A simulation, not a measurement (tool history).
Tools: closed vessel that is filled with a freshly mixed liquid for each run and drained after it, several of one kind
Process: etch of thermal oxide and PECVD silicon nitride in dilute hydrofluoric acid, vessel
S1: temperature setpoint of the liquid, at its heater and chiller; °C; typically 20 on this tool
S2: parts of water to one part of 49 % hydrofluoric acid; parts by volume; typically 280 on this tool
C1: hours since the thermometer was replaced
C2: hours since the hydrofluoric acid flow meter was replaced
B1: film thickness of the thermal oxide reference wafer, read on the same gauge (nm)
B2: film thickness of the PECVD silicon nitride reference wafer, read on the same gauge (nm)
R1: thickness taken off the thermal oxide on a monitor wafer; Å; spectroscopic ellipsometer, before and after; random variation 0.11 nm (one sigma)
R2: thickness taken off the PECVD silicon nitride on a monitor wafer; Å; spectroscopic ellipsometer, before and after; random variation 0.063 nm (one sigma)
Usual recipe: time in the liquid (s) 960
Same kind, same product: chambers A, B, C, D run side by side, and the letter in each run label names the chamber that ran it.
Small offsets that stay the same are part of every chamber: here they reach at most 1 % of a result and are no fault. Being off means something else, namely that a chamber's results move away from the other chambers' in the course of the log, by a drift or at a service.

Run 1B, hour 4.7: usual settings; C1 876.8; C2 400.5; B1 50.013; B2 139.99. Result: R1 112.77 Å, R2 151.54 Å.
Run 2D, hour 10: usual settings; C1 351.6; C2 1889.9; B1 49.958; B2 139.98. Result: R1 112.45 Å, R2 151.79 Å.
Run 3A, hour 15: usual settings; C1 2917.2; C2 551.7; B1 49.966; B2 140.02. Result: R1 110.75 Å, R2 151.39 Å.
Run 4C, hour 19.5: usual settings; C1 1411.3; C2 843.1; B1 50.004; B2 139.98. Result: R1 112.99 Å, R2 150.97 Å.
Run 5D, hour 25.3: usual settings; C1 366.9; C2 1905.2; B1 49.978; B2 139.96. Result: R1 114.28 Å, R2 153.32 Å.
Run 6C, hour 32.7: usual settings but S1 17 °C; C1 1424.5; C2 856.3; B1 50.02; B2 140. Result: R1 100.82 Å, R2 123.37 Å.
Run 7B, hour 37: usual settings but S1 17 °C; C1 909.1; C2 432.8; B1 50.009; B2 140. Result: R1 102.02 Å, R2 124.31 Å.
At hour 37.4: chamber A: thermometer replaced.
Run 8A, hour 46.4: usual settings but S1 17 °C; C1 9; C2 583.1; B1 50; B2 139.98. Result: R1 100.18 Å, R2 125.7 Å.
Run 9A, hour 50.6: usual settings but S1 17 °C; C1 13.2; C2 587.3; B1 49.979; B2 140. Result: R1 98.771 Å, R2 125.06 Å.
At hour 51.4: chamber A: hydrofluoric acid flow meter replaced.
Run 10D, hour 55.6: usual settings; C1 397.2; C2 1935.5; B1 49.996; B2 139.99. Result: R1 112.54 Å, R2 152.77 Å.
Run 11B, hour 62.4: usual settings; C1 934.5; C2 458.2; B1 50.004; B2 139.96. Result: R1 112.37 Å, R2 150.8 Å.
Run 12C, hour 70.6: usual settings; C1 1462.4; C2 894.2; B1 49.99; B2 140. Result: R1 108.97 Å, R2 147.18 Å.
Run 13C, hour 76.7: usual settings; C1 1468.5; C2 900.3; B1 49.959; B2 139.98. Result: R1 108.7 Å, R2 146.7 Å.
Run 14B, hour 83.7: usual settings; C1 955.8; C2 479.5; B1 49.985; B2 139.99. Result: R1 112.86 Å, R2 150.76 Å.
Run 15D, hour 93.2: usual settings; C1 434.8; C2 1973.1; B1 49.971; B2 139.98. Result: R1 112.05 Å, R2 152.66 Å.
Run 16A, hour 98.5: usual settings; C1 61.1; C2 47.1; B1 49.98; B2 139.98. Result: R1 112.07 Å, R2 152.55 Å.
Run 17B, hour 107.8: usual settings; C1 979.9; C2 503.6; B1 49.969; B2 140. Result: R1 112.33 Å, R2 151.38 Å.
Run 18A, hour 112.7: usual settings; C1 75.3; C2 61.3; B1 49.965; B2 139.99. Result: R1 111.19 Å, R2 151.96 Å.
Run 19D, hour 118.5: usual settings; C1 460.1; C2 1998.4; B1 50.038; B2 140.02. Result: R1 112.4 Å, R2 152.72 Å.
Run 20C, hour 128: usual settings; C1 1519.8; C2 951.6; B1 50.01; B2 140.01. Result: R1 104.74 Å, R2 141.66 Å.
Run 21A, hour 135.2: usual settings; C1 97.8; C2 83.8; B1 49.993; B2 139.98. Result: R1 109.02 Å, R2 153.61 Å.
Run 22D, hour 139.8: usual settings; C1 481.4; C2 2019.7; B1 50.009; B2 139.98. Result: R1 115.21 Å, R2 152.28 Å.
Run 23C, hour 146: usual settings; C1 1537.8; C2 969.6; B1 50.019; B2 139.97. Result: R1 100.39 Å, R2 139.73 Å.
Run 24B, hour 155.7: usual settings but S2 355 parts by volume, time in the liquid (s) 610; C1 1027.8; C2 551.5; B1 49.989; B2 140.03. Result: R1 53.904 Å, R2 76.108 Å.
Run 25B, hour 164.1: usual settings but S2 355 parts by volume, time in the liquid (s) 610; C1 1036.2; C2 559.9; B1 50.003; B2 140. Result: R1 53.18 Å, R2 76.759 Å.
Run 26D, hour 168.7: usual settings but S2 355 parts by volume, time in the liquid (s) 610; C1 510.3; C2 2048.6; B1 50.035; B2 139.96. Result: R1 52.952 Å, R2 77.377 Å.
Run 27C, hour 173.5: usual settings but S2 355 parts by volume, time in the liquid (s) 610; C1 1565.3; C2 997.1; B1 49.972; B2 140. Result: R1 46.451 Å, R2 68.717 Å.
Run 28A, hour 179.1: usual settings; C1 141.7; C2 127.7; B1 50.035; B2 139.98. Result: R1 112.07 Å, R2 152.5 Å.

Which is it: a chamber that has drifted or been left off by a service, a gauge drift common to all chambers, or only each chamber's usual small offset? If a chamber is off, name it and its likeliest cause.

One chamber, C, drifts off from the rest bit by bit.
Most likely cause: hydrofluoric acid flow below the setpoint (%) = 10.2.

Chamber C could run next with any of the 4 candidate recipes listed below; each alters the usual settings, and their results appear as question marks. Which one brings its results back in line with what the other chambers deliver on the usual settings?
In line here means within this much of the mean the other chambers give on the usual settings: R1 3.9 Å; R2 2.2 Å
Run 29C-1, hour 186: usual settings but S2 270 parts by volume, time in the liquid (s) 975. Result: R1 ?, R2 ?.
Run 29C-2, hour 186: usual settings but S2 260 parts by volume, time in the liquid (s) 1010. Result: R1 ?, R2 ?.
Run 29C-3, hour 186: usual settings but S2 290 parts by volume, time in the liquid (s) 945. Result: R1 ?, R2 ?.
Run 29C-4, hour 186: usual settings but S2 300 parts by volume, time in the liquid (s) 910. Result: R1 ?, R2 ?.

Other chambers, usual settings, mean: R1 112.64 Å; R2 152.06 Å
  run      R1      R2
29C-1  104.23  142.42
29C-2  113.16  152.92
29C-3  92.358  128.98
29C-4  85.201  120.27
The answer is 29C-2, which returns the chamber to within the allowed miss of the others.
